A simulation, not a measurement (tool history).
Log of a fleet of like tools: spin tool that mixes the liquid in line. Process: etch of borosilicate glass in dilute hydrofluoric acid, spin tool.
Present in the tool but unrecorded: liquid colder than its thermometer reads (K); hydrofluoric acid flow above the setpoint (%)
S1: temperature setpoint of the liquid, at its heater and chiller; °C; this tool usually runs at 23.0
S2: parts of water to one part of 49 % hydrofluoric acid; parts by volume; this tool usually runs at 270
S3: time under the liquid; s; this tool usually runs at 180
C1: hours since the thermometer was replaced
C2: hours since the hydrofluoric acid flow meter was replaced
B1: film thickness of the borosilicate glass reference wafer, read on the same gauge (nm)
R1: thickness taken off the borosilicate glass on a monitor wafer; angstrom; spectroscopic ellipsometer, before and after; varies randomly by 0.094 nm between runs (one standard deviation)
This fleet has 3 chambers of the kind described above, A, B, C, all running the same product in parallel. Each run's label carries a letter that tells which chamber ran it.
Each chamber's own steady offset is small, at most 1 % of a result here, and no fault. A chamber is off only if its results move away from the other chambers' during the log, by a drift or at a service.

| run | hour | S1 | S2 | S3 | C1 | C2 | B1 | R1 |
|---|---|---|---|---|---|---|---|---|
| 1A | 6.1 | 23.0 | 270 | 180 | 1463.0 | 592.7 | 110.04 | 120.240 |
| 2C | 11.6 | 23.0 | 270 | 180 | 251.2 | 227.7 | 109.98 | 117.990 |
| 3B | 17.8 | 23.0 | 270 | 180 | 982.5 | 298.6 | 109.99 | 117.140 |
| 4C | 23.7 | 23.0 | 270 | 180 | 263.3 | 239.8 | 109.99 | 118.230 |
| 5A | 29.5 | 25.0 | 270 | 100 | 1486.4 | 616.1 | 109.97 | 69.637 |
| 6B | 32.7 | 25.0 | 270 | 100 | 997.4 | 313.5 | 110.03 | 70.896 |
| 7C | 38.7 | 25.0 | 270 | 100 | 278.3 | 254.8 | 110.00 | 70.909 |
| 8A | 45.1 | 23.0 | 270 | 180 | 1502.0 | 631.7 | 109.98 | 118.880 |
| 9B | 49.1 | 23.0 | 165 | 105 | 1013.8 | 329.9 | 109.99 | 126.890 |
| 10B | 54.0 | 23.0 | 165 | 105 | 1018.7 | 334.8 | 109.98 | 125.100 |
| 11A | 57.0 | 23.0 | 165 | 105 | 1513.9 | 643.6 | 110.03 | 125.310 |
| 12C | 60.5 | 23.0 | 270 | 180 | 300.1 | 276.6 | 110.00 | 120.760 |
| 13B | 64.5 | 23.0 | 270 | 180 | 1029.2 | 345.3 | 109.98 | 117.110 |
| 14A | 68.1 | 23.0 | 270 | 180 | 1525.0 | 654.7 | 110.00 | 116.960 |
| 15C | 72.4 | 23.0 | 270 | 180 | 312.0 | 288.5 | 110.01 | 118.390 |
| 16A | 76.8 | 23.0 | 270 | 180 | 1533.7 | 663.4 | 110.01 | 117.390 |
| 17B | 82.6 | 23.0 | 270 | 180 | 1047.3 | 363.4 | 110.02 | 116.480 |
| 18C | 88.5 | 23.0 | 270 | 180 | 328.1 | 304.6 | 110.04 | 120.670 |
| 19A | 93.5 | 23.0 | 270 | 180 | 1550.4 | 680.1 | 109.99 | 118.470 |
| 20B | 98.7 | 23.0 | 270 | 180 | 1063.4 | 379.5 | 110.00 | 116.140 |
| 21C | 102.6 | 23.0 | 270 | 180 | 342.2 | 318.7 | 110.02 | 123.340 |
| 22B | 107.6 | 23.0 | 270 | 275 | 1072.3 | 388.4 | 110.00 | 178.230 |
| 23A | 113.1 | 23.0 | 270 | 275 | 1570.0 | 699.7 | 110.05 | 180.010 |
| 24C | 118.0 | 23.0 | 270 | 275 | 357.6 | 334.1 | 110.00 | 187.980 |
| 25B | 121.3 | 23.0 | 270 | 180 | 1086.0 | 402.1 | 110.03 | 117.740 |
| 26A | 127.8 | 23.0 | 270 | 180 | 1584.7 | 714.4 | 110.02 | 116.880 |
| 27C | 132.8 | 23.0 | 270 | 180 | 372.4 | 348.9 | 110.02 | 125.270 |
| 28B | 138.5 | 23.0 | 270 | 180 | 1103.2 | 419.3 | 109.96 | 117.510 |
| 29C | 144.9 | 20.5 | 270 | 180 | 384.5 | 361.0 | 110.01 | 114.050 |
| 30A | 148.8 | 20.5 | 270 | 180 | 1605.7 | 735.4 | 110.02 | 106.800 |
| 31B | 151.7 | 20.5 | 270 | 180 | 1116.4 | 432.5 | 110.01 | 107.610 |
| 32C | 158.3 | 23.0 | 270 | 180 | 397.9 | 374.4 | 109.99 | 126.760 |

Predict what each chamber gives when all 3 of them run the settings below next.
| 33A | 163.0 | 23.0 | 210 | 180 |  |  |  | ? |
| 33B | 163.0 | 23.0 | 210 | 180 |  |  |  | ? |
| 33C | 163.0 | 23.0 | 210 | 180 |  |  |  | ? |

| run | R1 |
|---|---|
| 33A | 162.700 |
| 33B | 160.870 |
| 33C | 173.860 |
